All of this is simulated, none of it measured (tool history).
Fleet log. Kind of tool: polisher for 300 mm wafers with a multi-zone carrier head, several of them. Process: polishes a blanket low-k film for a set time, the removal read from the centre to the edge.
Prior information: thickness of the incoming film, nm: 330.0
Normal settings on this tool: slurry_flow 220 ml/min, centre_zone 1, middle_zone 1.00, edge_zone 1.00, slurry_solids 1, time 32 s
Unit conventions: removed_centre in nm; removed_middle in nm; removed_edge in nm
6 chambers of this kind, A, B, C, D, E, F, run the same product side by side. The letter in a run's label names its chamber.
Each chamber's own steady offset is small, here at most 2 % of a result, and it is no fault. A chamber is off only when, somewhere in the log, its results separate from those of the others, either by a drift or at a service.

run	hour	slurry_flow	centre_zone	middle_zone	edge_zone	slurry_solids	time	wafers polished on this pad	hours since the slurry nozzle was cleaned	hours since the centre zone pressure was calibrated	hours since the edge zone pressure was calibrated	removed_centre	removed_middle	removed_edge
# hour 11.0: chamber C: worn pad replaced by a new one
1A	14.8	220	1	1.00	1.00	1	32	1134	506.5	122.6	1236.7	17.817	17.601	17.422
# hour 18.4: chamber A: worn pad replaced by a new one
2C	22.9	220	1	1.00	1.00	1	32	185	684.1	751.4	468.3	18.034	17.595	17.875
# hour 31.1: chamber D: worn pad replaced by a new one
3F	34.9	220	1	1.00	1.00	1	32	1251	214.7	519.4	648.8	17.715	17.621	17.400
# hour 35.2: chamber B: edge zone pressure recalibrated
# hour 37.0: chamber E: worn pad replaced by a new one
4D	43.2	220	1	1.00	1.00	1	32	189	414.5	862.0	672.2	17.486	17.462	17.819
# hour 46.4: chamber F: worn pad replaced by a new one
5E	50.5	220	1	1.00	1.00	1	32	211	501.7	201.3	62.3	17.714	17.562	17.654
# hour 54.1: chamber F: slurry nozzle cleaned
6B	62.5	220	1	1.00	1.00	1	32	1356	106.9	621.6	27.3	18.001	17.416	17.902
# hour 74.1: chamber B: worn pad replaced by a new one
7C	74.7	220	1	1.00	1.00	1	32	992	735.9	803.2	520.1	17.783	17.280	17.733
8D	86.2	220	1	1.00	1.00	1	32	858	457.5	905.0	715.2	17.828	17.846	17.780
9A	101.5	220	1	1.00	1.00	1	32	1294	593.2	209.3	1323.4	17.450	17.747	17.539
# hour 103.1: chamber A: slurry nozzle cleaned
# hour 105.4: chamber C: slurry nozzle cleaned
# hour 106.3: chamber C: worn pad replaced by a new one
# hour 111.8: chamber D: edge zone pressure recalibrated
# hour 114.3: chamber A: edge zone pressure recalibrated
# hour 114.7: chamber A: worn pad replaced by a new one
10B	116.7	220	1	1.00	1.00	1	32	664	161.1	675.8	81.5	17.672	17.638	17.650
# hour 120.6: chamber E: worn pad replaced by a new one
11E	123.9	220	1	1.00	1.00	1	32	52	575.1	274.7	135.7	17.512	17.372	17.910
# hour 124.4: chamber D: slurry nozzle cleaned
# hour 124.8: chamber F: worn pad replaced by a new one
# hour 130.1: chamber D: worn pad replaced by a new one
12F	134.7	220	1	1.00	1.00	1	32	154	80.7	619.2	748.6	17.801	17.717	17.831
# hour 142.0: chamber B: centre zone pressure recalibrated
13A	144.0	220	1	1.00	1.00	1	32	456	40.9	251.8	29.8	17.707	17.819	17.705
# hour 150.6: chamber C: centre zone pressure recalibrated
14B	153.2	220	1	1.00	1.00	1	32	1233	197.6	11.2	118.0	17.562	17.664	17.539
# hour 157.4: chamber B: worn pad replaced by a new one
# hour 163.4: chamber F: edge zone pressure recalibrated
15D	164.1	220	1	1.00	1.00	1	32	530	39.7	982.9	52.4	17.587	17.605	17.525
16F	171.1	220	1	1.00	1.00	1	32	721	117.1	655.6	7.8	17.405	17.239	17.605
17C	185.4	220	1	1.00	1.00	1	32	1232	80.0	34.9	630.8	17.814	17.273	17.760
# hour 191.1: chamber C: worn pad replaced by a new one
18E	193.3	220	1	1.00	1.00	1	32	1133	644.5	344.1	205.1	17.717	17.415	17.773
# hour 194.1: chamber E: slurry nozzle cleaned
# hour 197.3: chamber A: worn pad replaced by a new one
# hour 200.3: chamber E: worn pad replaced by a new one
19C	206.3	220	1	1.00	1.00	1	32	237	100.9	55.8	651.7	18.036	17.344	17.511
# hour 211.5: chamber F: worn pad replaced by a new one
20F	217.8	220	1	0.94	0.94	1	32	98	163.8	702.3	54.5	17.537	16.344	16.879
# hour 220.2: chamber D: worn pad replaced by a new one
21B	231.2	220	1	0.94	0.94	1	32	1150	275.6	89.2	196.0	17.554	16.806	17.244
# hour 240.9: chamber B: worn pad replaced by a new one
22A	242.6	220	1	0.94	0.94	1	32	706	139.5	350.4	128.4	17.605	16.757	16.983
23D	250.6	220	1	0.94	0.94	1	32	473	126.2	1069.4	138.9	17.596	16.598	17.156
24E	264.5	220	1	0.94	0.94	1	32	999	70.4	415.3	276.3	17.486	16.287	17.090
# hour 272.5: chamber A: worn pad replaced by a new one
# hour 276.1: chamber C: worn pad replaced by a new one
25E	278.1	220	1	0.94	0.94	1	32	1211	84.0	428.9	289.9	17.622	16.502	17.070
# hour 278.4: chamber F: slurry nozzle cleaned
# hour 283.1: chamber E: worn pad replaced by a new one
26D	288.0	220	1	1.00	1.00	1	32	1055	163.6	1106.8	176.3	17.586	17.660	17.707
# hour 291.9: chamber F: worn pad replaced by a new one
27B	301.9	220	1	1.00	1.00	1	32	950	346.3	159.9	266.7	17.594	17.989	17.908
28C	310.7	290	1	1.00	1.00	1	32	539	205.3	160.2	756.1	18.623	18.172	18.120
# hour 316.2: chamber B: worn pad replaced by a new one
# hour 317.8: chamber D: worn pad replaced by a new one
29A	323.9	290	1	1.00	1.00	1	32	801	220.8	431.7	209.7	18.258	18.198	17.896
30F	336.4	290	1	1.00	1.00	1	32	694	58.0	820.9	173.1	18.099	18.661	18.028
31B	351.4	290	1	1.00	1.00	1	32	549	395.8	209.4	316.2	18.252	18.125	18.108
32F	358.6	290	1	1.00	1.00	1	32	1039	80.2	843.1	195.3	18.097	17.978	18.202
# hour 361.0: chamber E: worn pad replaced by a new one
# hour 372.9: chamber C: worn pad replaced by a new one
# hour 373.5: chamber A: worn pad replaced by a new one
33A	373.6	290	1	1.00	1.00	1	32	2	270.5	481.4	259.4	18.491	18.187	18.108
34D	384.4	220	1	1.00	1.00	1	32	1037	260.0	1203.2	272.7	17.779	17.724	17.744
35C	397.3	220	1	1.00	1.00	1	32	380	291.9	246.8	842.7	17.926	17.290	17.881
36E	410.4	220	1	1.00	1.00	1	32	769	216.3	561.2	422.2	17.704	17.663	17.605
# hour 415.6: chamber C: edge zone pressure recalibrated
37E	426.1	220	1	1.00	1.00	1	32	1014	232.0	576.9	437.9	17.688	17.686	17.748
38C	441.7	220	1	1.00	1.00	1	32	1071	336.3	291.2	26.2	17.882	17.756	17.395

Has any chamber moved away from the others, gradually or after a service, or does the common gauge drift, or do the chambers differ only by their own small steady offsets? State the chamber and the most likely cause if one applies.

All chambers stay in line apart from their small fixed offsets, and the gauge does not drift.
